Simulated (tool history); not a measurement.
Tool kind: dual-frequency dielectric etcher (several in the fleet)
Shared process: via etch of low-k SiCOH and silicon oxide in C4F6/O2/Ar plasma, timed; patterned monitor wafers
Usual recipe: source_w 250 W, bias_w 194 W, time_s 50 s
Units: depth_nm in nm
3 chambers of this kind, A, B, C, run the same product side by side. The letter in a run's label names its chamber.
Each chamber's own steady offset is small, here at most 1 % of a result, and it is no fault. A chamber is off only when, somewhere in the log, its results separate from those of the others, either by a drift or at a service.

run   hour  source_w  bias_w  time_s  read-back reference wafer on the same gauge, depth_nm  depth_nm
 1B    5.7       250     194      50                                                 111.93   102.200
 2C    9.0       250     194      50                                                 112.04   101.220
      10.8  -- chamber A: wet clean of the chamber
 3A   15.8       250     194      50                                                 112.04   101.650
 4C   20.9       250     194      50                                                 111.99   101.300
 5A   27.6       250     194      50                                                 112.02   101.570
 6B   31.1       250     194      50                                                 112.03   101.770
 7C   35.3       250     194      50                                                 112.06   101.610
 8A   40.1       250     194      50                                                 112.01   102.110
 9B   43.3       290     235      50                                                 112.04   114.700
10A   47.8       290     235      50                                                 112.01   114.570
11C   50.8       290     235      50                                                 112.06   115.220
12B   55.2       250     194      50                                                 112.05   101.670
13C   60.9       250     194      50                                                 111.98   101.330
14B   64.4       250     194      50                                                 111.98   101.520
15A   68.2       250     194      50                                                 112.01   101.590
16A   72.2       250     194      50                                                 112.00   101.740
17B   76.3       290     194      50                                                 112.03   107.630
18C   80.1       290     194      50                                                 112.04   107.690
19C   83.3       290     194      50                                                 111.99   107.360
20B   88.0       250     194      50                                                 111.95   102.250
21A   94.2       250     194      60                                                 112.03   122.260
22A  100.9       250     194      60                                                 112.02   121.130
23B  104.5       250     194      60                                                 112.00   122.800
24C  110.3       250     194      50                                                 111.88   101.370
25A  113.3       250     194      50                                                 112.03   101.130
26B  120.1       250     194      50                                                 112.03   101.920
27C  125.4       250     194      50                                                 112.04   101.520
28B  131.0       210     194      50                                                 112.01    95.344
29C  135.9       210     194      50                                                 111.97    95.088

Predict what each chamber gives when all 3 of them run the settings below next.
30A  140.8       250     194      50                                                                ?
30B  140.8       250     194      50                                                                ?
30C  140.8       250     194      50                                                                ?

run  depth_nm
30A   101.500
30B   101.750
30C   101.320

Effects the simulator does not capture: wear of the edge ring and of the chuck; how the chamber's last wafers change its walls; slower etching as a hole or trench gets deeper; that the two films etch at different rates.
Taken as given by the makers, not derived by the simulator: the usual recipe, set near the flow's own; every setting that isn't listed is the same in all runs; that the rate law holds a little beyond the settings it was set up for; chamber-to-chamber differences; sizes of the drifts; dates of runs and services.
